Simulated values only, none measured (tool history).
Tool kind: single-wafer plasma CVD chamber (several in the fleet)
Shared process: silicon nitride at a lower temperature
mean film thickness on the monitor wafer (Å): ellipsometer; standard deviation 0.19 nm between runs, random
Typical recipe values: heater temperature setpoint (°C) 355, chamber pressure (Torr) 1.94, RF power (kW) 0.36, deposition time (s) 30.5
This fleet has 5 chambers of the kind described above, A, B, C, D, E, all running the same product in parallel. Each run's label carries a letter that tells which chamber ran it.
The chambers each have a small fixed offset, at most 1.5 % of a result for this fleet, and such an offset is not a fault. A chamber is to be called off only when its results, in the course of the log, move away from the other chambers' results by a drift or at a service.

run    day  heater temperature setpoint (°C)  chamber pressure (Torr)  RF power (kW)  deposition time (s)  hours since the last thermocouple change  hours since the last RF generator calibration  hours since the last manometer calibration  read-back reference wafer on the same gauge, thickness_nm  mean film thickness on the monitor wafer (Å)
 1D   0.25                               355                     1.94           0.36                 30.5                                    1857.4                                          802.8                                      1053.9                                                     49.695                                        423.83
 2C  0.458                               355                     1.94           0.36                 30.5                                     176.5                                          334.6                                      2313.7                                                     49.704                                        424.66
 3A  0.638                               355                     1.94           0.36                 30.5                                    1397.2                                         1515.2                                      2173.2                                                     49.659                                        420.27
 4E  0.883                               355                     1.94           0.36                 30.5                                     866.6                                         1517.3                                       883.3                                                     49.673                                        421.31
     0.938  -- chamber A: RF generator calibrated
 5B  1.083                               355                     1.94           0.36                 30.5                                    1060.5                                         1406.2                                       947.9                                                     49.728                                        426.24
 6C  1.329                               355                     1.94           0.36                 30.5                                     197.4                                          355.5                                      2334.6                                                     49.717                                        419.42
 7B  1.508                               363                     1.94           0.31                 30.5                                    1070.7                                         1416.4                                       958.1                                                     49.741                                        386.88
 8D  1.629                               363                     1.94           0.31                 30.5                                    1890.5                                          835.9                                        1087                                                      49.71                                        383.98
 9E   1.85                               363                     1.94           0.31                 30.5                                     889.8                                         1540.5                                       906.5                                                     49.653                                         378.8
10A  2.042                               363                     1.94           0.31                 30.5                                    1430.9                                           26.5                                      2206.9                                                     49.726                                        384.38
     2.212  -- chamber D: RF generator calibrated
11D  2.279                               363                     1.94           0.31                 30.5                                    1906.1                                            1.6                                      1102.6                                                     49.649                                        388.19
12E  2.467                               355                     1.94           0.36                 30.5                                     904.6                                         1555.3                                       921.3                                                     49.752                                        417.93
13B  2.717                               355                     1.94           0.36                 30.5                                    1099.7                                         1445.4                                       987.1                                                     49.665                                        423.01
14A  2.892                               355                     1.94           0.36                 30.5                                    1451.3                                           46.9                                      2227.3                                                     49.727                                        424.62
15C  3.029                               342                     1.94           0.36                 25.2                                     238.2                                          396.3                                      2375.4                                                     49.709                                        349.21
16D  3.183                               342                     1.94           0.36                 25.2                                    1927.8                                           23.3                                      1124.3                                                     49.661                                        355.49
17C  3.396                               342                     1.94           0.36                 25.2                                       247                                          405.1                                      2384.2                                                     49.668                                        344.98
18A  3.538                               342                     1.94           0.36                 25.2                                    1466.8                                           62.4                                      2242.8                                                     49.678                                        355.04
19B  3.771                               342                     1.94           0.36                 25.2                                      1125                                         1470.7                                      1012.4                                                     49.756                                        356.69
20E  4.021                               355                     1.94           0.36                 30.5                                     941.9                                         1592.6                                       958.6                                                     49.678                                        415.81
21C  4.262                               355                     1.94           0.36                 30.5                                     267.8                                          425.9                                        2405                                                     49.741                                        414.17
22D  4.483                               355                     1.94           0.36                 30.5                                      1959                                           54.5                                      1155.5                                                     49.694                                        427.33
23E  4.717                               355                     1.94           0.36                 30.5                                     958.6                                         1609.3                                       975.3                                                     49.683                                        417.41
24A  4.879                               355                     1.94            0.3                   27                                      1499                                           94.6                                        2275                                                     49.722                                        336.05
25B  5.071                               355                     1.94            0.3                   27                                    1156.2                                         1501.9                                      1043.6                                                       49.7                                        335.68
26B  5.258                               355                     1.94            0.3                   27                                    1160.7                                         1506.4                                      1048.1                                                     49.641                                        336.57
27E  5.446                               355                     1.94            0.3                   27                                     976.1                                         1626.8                                       992.8                                                     49.729                                        328.28
28C  5.558                               355                     1.94            0.3                   27                                     298.9                                            457                                      2436.1                                                     49.684                                        326.78
29A  5.742                               355                     1.94           0.36                 30.5                                    1519.7                                          115.3                                      2295.7                                                     49.708                                        428.45
30D  5.954                               355                     1.94           0.36                 30.5                                    1994.3                                           89.8                                      1190.8                                                     49.768                                        431.51
31B  6.208                               355                     1.94           0.36                 30.5                                    1183.5                                         1529.2                                      1070.9                                                     49.716                                        427.98
32A  6.454                               355                     1.94           0.36                 30.5                                    1536.8                                          132.4                                      2312.8                                                     49.689                                        430.56
33D  6.592                               355                     1.94           0.36                 30.5                                    2009.6                                          105.1                                      1206.1                                                     49.722                                        423.86
34C  6.729                               355                     1.94           0.36                 30.5                                       327                                          485.1                                      2464.2                                                     49.676                                        409.12
35E  6.962                               355                     1.94           0.36                 30.5                                    1012.5                                         1663.2                                      1029.2                                                     49.727                                        417.93
36A  7.138                               355                     2.27           0.36                 30.5                                    1553.2                                          148.8                                      2329.2                                                     49.642                                        439.49
37E  7.296                               355                     2.27           0.36                 30.5                                    1020.5                                         1671.2                                      1037.2                                                     49.674                                        436.32
38C  7.546                               355                     2.27           0.36                 30.5                                     346.6                                          504.7                                      2483.8                                                     49.689                                        422.54

Each of the 5 chambers runs these same settings next. Fill in every chamber's results:
39A  7.729                               355                     1.94           0.36                 30.5                                                                                                                                                                                                                                             ?
39B  7.729                               355                     1.94           0.36                 30.5                                                                                                                                                                                                                                             ?
39C  7.729                               355                     1.94           0.36                 30.5                                                                                                                                                                                                                                             ?
39D  7.729                               355                     1.94           0.36                 30.5                                                                                                                                                                                                                                             ?
39E  7.729                               355                     1.94           0.36                 30.5                                                                                                                                                                                                                                             ?

run  mean film thickness on the monitor wafer (Å)
39A                                        424.71
39B                                        427.05
39C                                        409.47
39D                                         426.2
39E                                         416.9
